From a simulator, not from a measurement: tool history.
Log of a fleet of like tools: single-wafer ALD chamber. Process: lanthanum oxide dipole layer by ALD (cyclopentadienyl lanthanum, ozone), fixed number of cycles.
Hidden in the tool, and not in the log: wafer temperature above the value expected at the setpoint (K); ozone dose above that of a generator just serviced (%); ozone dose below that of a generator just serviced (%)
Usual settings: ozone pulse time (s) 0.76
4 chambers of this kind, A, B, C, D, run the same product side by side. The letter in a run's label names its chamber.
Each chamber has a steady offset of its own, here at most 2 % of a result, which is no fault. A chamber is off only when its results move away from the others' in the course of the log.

run,hour,ozone pulse time (s),hours since the last thermocouple change,hours since the last ozone generator service,"read-back reference wafer on the same gauge, thickness_nm",mean film thickness on the monitor wafer (angstrom)
1B,11,0.76,832,611.5,0.42484,4.4897
2D,21.9,0.76,1649.5,817.8,0.42504,4.511
3A,30.3,0.76,353.4,990.9,0.42496,4.4286
4C,35.2,0.76,584.7,403,0.42468,4.4959
5D,42.4,0.76,1670,838.3,0.42531,4.5322
6C,53.2,0.76,602.7,421,0.42497,4.5218
7A,59.4,0.76,382.5,1020,0.42493,4.4572
8B,66.3,0.76,887.3,666.8,0.42511,4.4859
9A,77.1,0.76,400.2,1037.7,0.425,4.4628
10C,86.3,0.76,635.8,454.1,0.42492,4.5093
11D,92.8,0.76,1720.4,888.7,0.42489,4.5007
12B,100.7,0.76,921.7,701.2,0.42503,4.4598
13D,111.3,0.76,1738.9,907.2,0.42489,4.5247
14C,119,0.76,668.5,486.8,0.42471,4.4985
15B,126.7,0.76,947.7,727.2,0.42487,4.4871
16A,136.5,0.76,459.6,1097.1,0.42505,4.4389
17A,145.5,1.02,468.6,1106.1,0.42504,4.9596
18B,150.5,1.02,971.5,751,0.42528,4.963
19D,157.5,1.02,1785.1,953.4,0.42528,5.0589
20C,164.1,1.02,713.6,531.9,0.42531,4.9988
21D,172.3,0.96,1799.9,968.2,0.42523,4.9502
22A,181.8,0.96,504.9,1142.4,0.42518,4.8525
23C,188.9,0.96,738.4,556.7,0.42484,4.924
24B,195.5,0.96,1016.5,796,0.42496,4.8715
25B,203.1,0.76,1024.1,803.6,0.42503,4.4543
26D,210.8,0.54,1838.4,1006.7,0.42471,3.8233
27C,217,0.54,766.5,584.8,0.4251,3.8053
28A,223.4,0.54,546.5,1184,0.42503,3.759
29D,229.6,0.54,1857.2,1025.5,0.42519,3.7827
30A,234.9,0.76,558,1195.5,0.42506,4.4528
31C,241.3,0.76,790.8,609.1,0.42473,4.5331
32B,252.3,0.76,1073.3,852.8,0.42495,4.4258
33B,262,0.76,1083,862.5,0.42497,4.4142
34C,269.5,0.76,819,637.3,0.42496,4.508
35D,279.6,0.62,1907.2,1075.5,0.42464,4.1143
36A,286.6,0.62,609.7,1247.2,0.42495,4.0536
37C,292.5,0.62,842,660.3,0.42477,4.091

Is one chamber off against the others, does the gauge drift, or is nothing wrong? If a chamber is off, say which, and what the likeliest cause is.

Chamber B drifts away from the others.
Cause: ozone dose below that of a generator just serviced (%) = 4.81.

Here are 4 candidates for chamber B's next run, each the usual settings with a change, their results left as question marks. Which one brings its results back in line with what the others give on the usual settings?
In line means no further than this from the other chambers' mean on the usual settings: mean film thickness on the monitor wafer (angstrom) 0.045
38B-1,300.4,0.79,,,,?
38B-2,300.4,0.7,,,,?
38B-3,300.4,0.73,,,,?
38B-4,300.4,0.83,,,,?

The other chambers' mean on the usual settings: mean film thickness on the monitor wafer (angstrom) 4.4904
run,mean film thickness on the monitor wafer (angstrom)
38B-1,4.4739
38B-2,4.2339
38B-3,4.3185
38B-4,4.568
38B-1 brings the chamber back in line.

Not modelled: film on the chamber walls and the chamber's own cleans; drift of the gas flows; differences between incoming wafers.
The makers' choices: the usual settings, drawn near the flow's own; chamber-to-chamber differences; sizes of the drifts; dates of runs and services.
